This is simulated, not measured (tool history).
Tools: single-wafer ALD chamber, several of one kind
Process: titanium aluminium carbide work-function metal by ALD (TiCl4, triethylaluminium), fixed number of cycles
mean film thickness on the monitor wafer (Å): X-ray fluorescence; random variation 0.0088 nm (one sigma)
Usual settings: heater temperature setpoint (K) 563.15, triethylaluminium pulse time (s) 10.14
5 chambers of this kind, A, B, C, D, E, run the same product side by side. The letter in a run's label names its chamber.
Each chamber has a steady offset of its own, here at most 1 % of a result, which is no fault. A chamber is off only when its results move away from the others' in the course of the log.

run	hour	heater temperature setpoint (K)	triethylaluminium pulse time (s)	read-back reference wafer on the same gauge, thickness_nm	mean film thickness on the monitor wafer (Å)
1E	2.9	563.15	10.14	1.9794	18.908
2B	7.8	563.15	10.14	1.9819	19.074
3A	10.1	563.15	10.14	1.9806	19.217
4D	13.7	563.15	10.14	1.9817	19.14
5C	16.5	563.15	10.14	1.9798	19.094
6B	19.8	563.15	6.82	1.9831	17.685
7A	24.7	563.15	6.82	1.9795	17.856
8C	29.8	563.15	6.82	1.9781	17.656
9D	32.2	563.15	6.82	1.9836	17.805
10E	35.2	563.15	6.82	1.9796	17.691
11D	38	563.15	10.14	1.9814	19.216
12C	40.5	563.15	10.14	1.9801	19.276
13E	43.1	577.15	13.29	1.9791	20.49
14B	47.4	577.15	13.29	1.9794	20.801
15A	52.3	577.15	13.29	1.978	20.741
16C	54.8	577.15	13.29	1.9802	20.698
17D	60	577.15	13.29	1.979	20.62
18E	64.3	563.15	10.14	1.9829	18.849
19B	69.3	550.15	10.14	1.9792	18.091
20A	74.1	550.15	10.14	1.9805	17.482
21C	76.7	550.15	10.14	1.9796	17.975
22E	81.9	550.15	10.14	1.9795	17.846
23D	85.7	550.15	10.14	1.9834	17.916
24B	88.3	563.15	10.14	1.9783	19.071
25A	91.1	563.15	10.14	1.979	18.384
26E	95.8	563.15	10.14	1.9803	18.824
27C	98.3	563.15	10.14	1.9805	19.095
28B	102.6	563.15	10.14	1.9782	19.083
29A	105.2	568.15	12.43	1.9816	19.247
30D	108	568.15	12.43	1.9792	19.935

Is one chamber off against the others, does the gauge drift, or is nothing wrong? If a chamber is off, say which, and what the likeliest cause is.

Chamber A drifts away from the others.
Cause: triethylaluminium dose below that of a fresh bottle (%) = 31.4.

Here are 4 candidates for chamber A's next run, each the usual settings with a change, their results left as question marks. Which one brings its results back in line with what the others give on the usual settings?
In line means no further than this from the other chambers' mean on the usual settings: mean film thickness on the monitor wafer (Å) 0.31
31A-1	111.8	576.15	10.14		?
31A-2	111.8	556.15	10.14		?
31A-3	111.8	560.15	8.79		?
31A-4	111.8	563.15	11.3		?

The other chambers' mean on the usual settings: mean film thickness on the monitor wafer (Å) 19.045
run	mean film thickness on the monitor wafer (Å)
31A-1	19.099
31A-2	17.484
31A-3	17.099
31A-4	18.5
31A-1 brings the chamber back in line.

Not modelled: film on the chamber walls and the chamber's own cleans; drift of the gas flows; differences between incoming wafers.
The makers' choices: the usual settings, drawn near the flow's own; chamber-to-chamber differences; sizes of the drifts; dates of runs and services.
